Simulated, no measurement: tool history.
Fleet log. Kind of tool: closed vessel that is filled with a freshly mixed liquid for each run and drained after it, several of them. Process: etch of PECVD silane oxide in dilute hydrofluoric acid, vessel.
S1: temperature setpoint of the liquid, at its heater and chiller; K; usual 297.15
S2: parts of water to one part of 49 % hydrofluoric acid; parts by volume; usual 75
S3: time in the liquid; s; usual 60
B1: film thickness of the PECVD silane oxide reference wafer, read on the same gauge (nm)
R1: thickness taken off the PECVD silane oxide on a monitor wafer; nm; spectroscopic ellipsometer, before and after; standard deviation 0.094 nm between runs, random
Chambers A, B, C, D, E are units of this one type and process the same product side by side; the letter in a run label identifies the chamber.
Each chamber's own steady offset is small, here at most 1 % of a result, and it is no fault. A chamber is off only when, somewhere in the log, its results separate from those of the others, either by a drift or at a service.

Run 1C, hour 7.7: usual settings; B1 150.02. Result: R1 28.839 nm.
Run 2A, hour 21.3: usual settings; B1 150. Result: R1 29.048 nm.
Run 3E, hour 29: usual settings; B1 150.05. Result: R1 28.897 nm.
Run 4B, hour 36.2: usual settings; B1 150.03. Result: R1 28.839 nm.
Run 5D, hour 43.6: usual settings; B1 149.99. Result: R1 28.488 nm.
Run 6B, hour 56.2: usual settings; B1 149.98. Result: R1 28.966 nm.
Run 7C, hour 65.7: usual settings; B1 150.02. Result: R1 28.554 nm.
Run 8E, hour 74.1: usual settings; B1 150.02. Result: R1 28.921 nm.
Run 9D, hour 87: usual settings; B1 149.99. Result: R1 28.609 nm.
Run 10A, hour 99.5: usual settings; B1 150.04. Result: R1 28.841 nm.
At hour 101.8: chamber E: hydrofluoric acid flow meter replaced.
Run 11E, hour 106.2: usual settings; B1 149.98. Result: R1 29.035 nm.
Run 12D, hour 116.2: usual settings; B1 150. Result: R1 28.475 nm.
Run 13B, hour 123: usual settings but S2 55 parts by volume, S3 40 s; B1 150.01. Result: R1 26.886 nm.
Run 14C, hour 129.8: usual settings but S2 55 parts by volume, S3 40 s; B1 149.98. Result: R1 26.418 nm.
Run 15A, hour 137.9: usual settings but S2 55 parts by volume, S3 40 s; B1 149.98. Result: R1 26.806 nm.
Run 16E, hour 144.3: usual settings but S2 55 parts by volume, S3 40 s; B1 150.02. Result: R1 27.094 nm.
Run 17A, hour 154.1: usual settings but S2 55 parts by volume, S3 40 s; B1 149.98. Result: R1 26.8 nm.
Run 18D, hour 164.3: usual settings; B1 150.04. Result: R1 28.74 nm.
At hour 168.8: chamber D: thermometer replaced.
Run 19B, hour 174.1: usual settings; B1 149.96. Result: R1 28.817 nm.
Run 20C, hour 184.4: usual settings; B1 150.02. Result: R1 28.246 nm.
Run 21A, hour 192.8: usual settings; B1 150. Result: R1 28.847 nm.
At hour 204.4: chamber D: hydrofluoric acid flow meter replaced.
Run 22C, hour 206: usual settings; B1 150.04. Result: R1 27.972 nm.
Run 23B, hour 213.8: usual settings; B1 150. Result: R1 28.789 nm.
Run 24E, hour 220.4: usual settings but S1 294.65 K, S3 70 s; B1 149.95. Result: R1 30.522 nm.
Run 25D, hour 232.1: usual settings but S1 294.65 K, S3 70 s; B1 150. Result: R1 30.194 nm.
Run 26A, hour 242.4: usual settings but S1 294.65 K, S3 70 s; B1 150.03. Result: R1 30.233 nm.
Run 27E, hour 255.8: usual settings but S1 294.65 K, S3 70 s; B1 149.98. Result: R1 30.428 nm.
Run 28B, hour 265.2: usual settings but S1 294.65 K, S3 70 s; B1 149.98. Result: R1 30.594 nm.
Run 29D, hour 277.5: usual settings; B1 150.01. Result: R1 28.578 nm.
Run 30C, hour 286.7: usual settings but S2 105 parts by volume; B1 150. Result: R1 19.219 nm.
Run 31E, hour 298.2: usual settings but S2 105 parts by volume; B1 149.99. Result: R1 19.839 nm.
Run 32B, hour 308.7: usual settings but S2 105 parts by volume; B1 149.98. Result: R1 20.032 nm.

Does one chamber stand apart from the rest, does the shared gauge drift, or is all well apart from small per-chamber offsets? Give the chamber and the most likely cause, where there is one.

Chamber C drifts away from the others.
Cause: liquid colder than its thermometer reads (K) = 0.909.
The log may not tell that from: hydrofluoric acid flow below the setpoint (%).

Which of the 4 candidates below, each the usual settings with something changed and its results left as question marks, puts chamber C back in line with what the other chambers give on the usual settings?
In-line tolerance around the mean of the other chambers on the usual settings: R1 0.33 nm
Run 33C-1, hour 318.4: usual settings but S1 296.65 K. Result: R1 ?.
Run 33C-2, hour 318.4: usual settings but S1 296.15 K. Result: R1 ?.
Run 33C-3, hour 318.4: usual settings but S1 297.65 K. Result: R1 ?.
Run 33C-4, hour 318.4: usual settings but S1 298.15 K. Result: R1 ?.

Mean of the other chambers on the usual settings: R1 28.821 nm
  run      R1
33C-1  27.119
33C-2   26.58
33C-3  28.222
33C-4  28.798
33C-4 puts the chamber back in line with the other chambers.
